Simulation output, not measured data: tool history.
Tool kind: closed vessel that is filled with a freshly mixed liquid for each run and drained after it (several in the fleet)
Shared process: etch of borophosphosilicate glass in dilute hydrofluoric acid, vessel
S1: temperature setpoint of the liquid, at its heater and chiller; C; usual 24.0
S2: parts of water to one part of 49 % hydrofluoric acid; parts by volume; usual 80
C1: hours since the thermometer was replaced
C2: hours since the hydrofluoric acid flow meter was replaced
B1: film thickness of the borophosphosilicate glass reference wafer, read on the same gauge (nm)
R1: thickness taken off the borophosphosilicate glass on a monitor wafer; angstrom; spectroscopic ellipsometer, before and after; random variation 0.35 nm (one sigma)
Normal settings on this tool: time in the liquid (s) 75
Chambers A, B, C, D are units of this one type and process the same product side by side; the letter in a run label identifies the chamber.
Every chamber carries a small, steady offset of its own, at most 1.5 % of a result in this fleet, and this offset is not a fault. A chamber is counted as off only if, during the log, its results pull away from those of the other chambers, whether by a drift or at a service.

{"run": "1C", "hour": 3.3, "S1": 24.0, "S2": 80, "time in the liquid (s)": 75, "C1": 317.4, "C2": 1420.0, "B1": 129.99, "R1": 372.47}
{"run": "2B", "hour": 6.4, "S1": 24.0, "S2": 80, "time in the liquid (s)": 75, "C1": 234.7, "C2": 165.3, "B1": 130.0, "R1": 369.36}
{"run": "3D", "hour": 10.5, "S1": 24.0, "S2": 80, "time in the liquid (s)": 75, "C1": 2092.9, "C2": 1044.2, "B1": 130.0, "R1": 371.36}
{"run": "4A", "hour": 16.8, "S1": 24.0, "S2": 80, "time in the liquid (s)": 75, "C1": 146.1, "C2": 648.7, "B1": 129.99, "R1": 370.4}
{"run": "5B", "hour": 21.9, "S1": 24.0, "S2": 55, "time in the liquid (s)": 40, "C1": 250.2, "C2": 180.8, "B1": 129.98, "R1": 297.55}
{"run": "6D", "hour": 27.7, "S1": 24.0, "S2": 55, "time in the liquid (s)": 40, "C1": 2110.1, "C2": 1061.4, "B1": 130.0, "R1": 305.91}
{"run": "7C", "hour": 31.9, "S1": 24.0, "S2": 55, "time in the liquid (s)": 40, "C1": 346.0, "C2": 1448.6, "B1": 129.98, "R1": 291.78}
{"run": "8A", "hour": 36.0, "S1": 24.0, "S2": 55, "time in the liquid (s)": 40, "C1": 165.3, "C2": 667.9, "B1": 130.01, "R1": 297.59}
{"run": "9B", "hour": 40.1, "S1": 29.0, "S2": 80, "time in the liquid (s)": 115, "C1": 268.4, "C2": 199.0, "B1": 129.99, "R1": 701.36}
{"run": "10D", "hour": 46.2, "S1": 29.0, "S2": 80, "time in the liquid (s)": 115, "C1": 2128.6, "C2": 1079.9, "B1": 129.99, "R1": 698.79}
{"run": "11C", "hour": 52.4, "S1": 29.0, "S2": 80, "time in the liquid (s)": 115, "C1": 366.5, "C2": 1469.1, "B1": 129.98, "R1": 675.6}
{"run": "12A", "hour": 57.8, "S1": 29.0, "S2": 80, "time in the liquid (s)": 115, "C1": 187.1, "C2": 689.7, "B1": 130.01, "R1": 706.63}
{"run": "13A", "hour": 63.4, "S1": 24.0, "S2": 80, "time in the liquid (s)": 75, "C1": 192.7, "C2": 695.3, "B1": 129.99, "R1": 373.99}
{"run": "14B", "hour": 67.4, "S1": 20.0, "S2": 115, "time in the liquid (s)": 75, "C1": 295.7, "C2": 226.3, "B1": 130.03, "R1": 211.71}
{"run": "15D", "hour": 73.8, "S1": 20.0, "S2": 115, "time in the liquid (s)": 75, "C1": 2156.2, "C2": 1107.5, "B1": 129.99, "R1": 211.1}
{"run": "16C", "hour": 79.5, "S1": 20.0, "S2": 115, "time in the liquid (s)": 75, "C1": 393.6, "C2": 1496.2, "B1": 130.01, "R1": 209.72}
{"hour": 83.2, "done": "chamber C: hydrofluoric acid flow meter replaced"}
{"run": "17C", "hour": 84.4, "S1": 20.0, "S2": 115, "time in the liquid (s)": 75, "C1": 398.5, "C2": 1.2, "B1": 130.02, "R1": 207.32}
{"run": "18D", "hour": 87.8, "S1": 24.0, "S2": 80, "time in the liquid (s)": 75, "C1": 2170.2, "C2": 1121.5, "B1": 130.03, "R1": 369.6}
{"run": "19B", "hour": 94.2, "S1": 24.0, "S2": 80, "time in the liquid (s)": 75, "C1": 322.5, "C2": 253.1, "B1": 130.0, "R1": 372.39}
{"run": "20A", "hour": 98.1, "S1": 24.0, "S2": 80, "time in the liquid (s)": 75, "C1": 227.4, "C2": 730.0, "B1": 129.98, "R1": 383.9}
{"run": "21B", "hour": 104.6, "S1": 24.0, "S2": 80, "time in the liquid (s)": 75, "C1": 332.9, "C2": 263.5, "B1": 129.99, "R1": 372.43}
{"run": "22D", "hour": 108.4, "S1": 24.0, "S2": 80, "time in the liquid (s)": 75, "C1": 2190.8, "C2": 1142.1, "B1": 129.99, "R1": 376.68}
{"run": "23A", "hour": 114.8, "S1": 24.0, "S2": 80, "time in the liquid (s)": 75, "C1": 244.1, "C2": 746.7, "B1": 130.01, "R1": 389.06}
{"run": "24C", "hour": 118.0, "S1": 24.0, "S2": 80, "time in the liquid (s)": 75, "C1": 432.1, "C2": 34.8, "B1": 130.0, "R1": 368.84}
{"run": "25A", "hour": 121.3, "S1": 28.5, "S2": 110, "time in the liquid (s)": 75, "C1": 250.6, "C2": 753.2, "B1": 129.98, "R1": 334.51}
{"run": "26C", "hour": 126.8, "S1": 28.5, "S2": 110, "time in the liquid (s)": 75, "C1": 440.9, "C2": 43.6, "B1": 129.99, "R1": 301.97}
{"run": "27D", "hour": 130.0, "S1": 28.5, "S2": 110, "time in the liquid (s)": 75, "C1": 2212.4, "C2": 1163.7, "B1": 130.01, "R1": 310.45}
{"run": "28B", "hour": 132.8, "S1": 28.5, "S2": 110, "time in the liquid (s)": 75, "C1": 361.1, "C2": 291.7, "B1": 130.05, "R1": 312.01}
{"run": "29B", "hour": 137.0, "S1": 24.0, "S2": 80, "time in the liquid (s)": 75, "C1": 365.3, "C2": 295.9, "B1": 129.98, "R1": 368.77}
{"run": "30D", "hour": 142.3, "S1": 24.0, "S2": 80, "time in the liquid (s)": 75, "C1": 2224.7, "C2": 1176.0, "B1": 129.99, "R1": 373.33}
{"run": "31A", "hour": 147.0, "S1": 24.0, "S2": 80, "time in the liquid (s)": 75, "C1": 276.3, "C2": 778.9, "B1": 129.96, "R1": 393.27}

The same settings go to every chamber for the next run, one line per chamber below. Forecast the results for each:
{"run": "32A", "hour": 151.7, "S1": 24.0, "S2": 80, "time in the liquid (s)": 45, "R1": "?"}
{"run": "32B", "hour": 151.7, "S1": 24.0, "S2": 80, "time in the liquid (s)": 45, "R1": "?"}
{"run": "32C", "hour": 151.7, "S1": 24.0, "S2": 80, "time in the liquid (s)": 45, "R1": "?"}
{"run": "32D", "hour": 151.7, "S1": 24.0, "S2": 80, "time in the liquid (s)": 45, "R1": "?"}

run=32A R1=237.76
run=32B R1=222.46
run=32C R1=222.96
run=32D R1=224.88
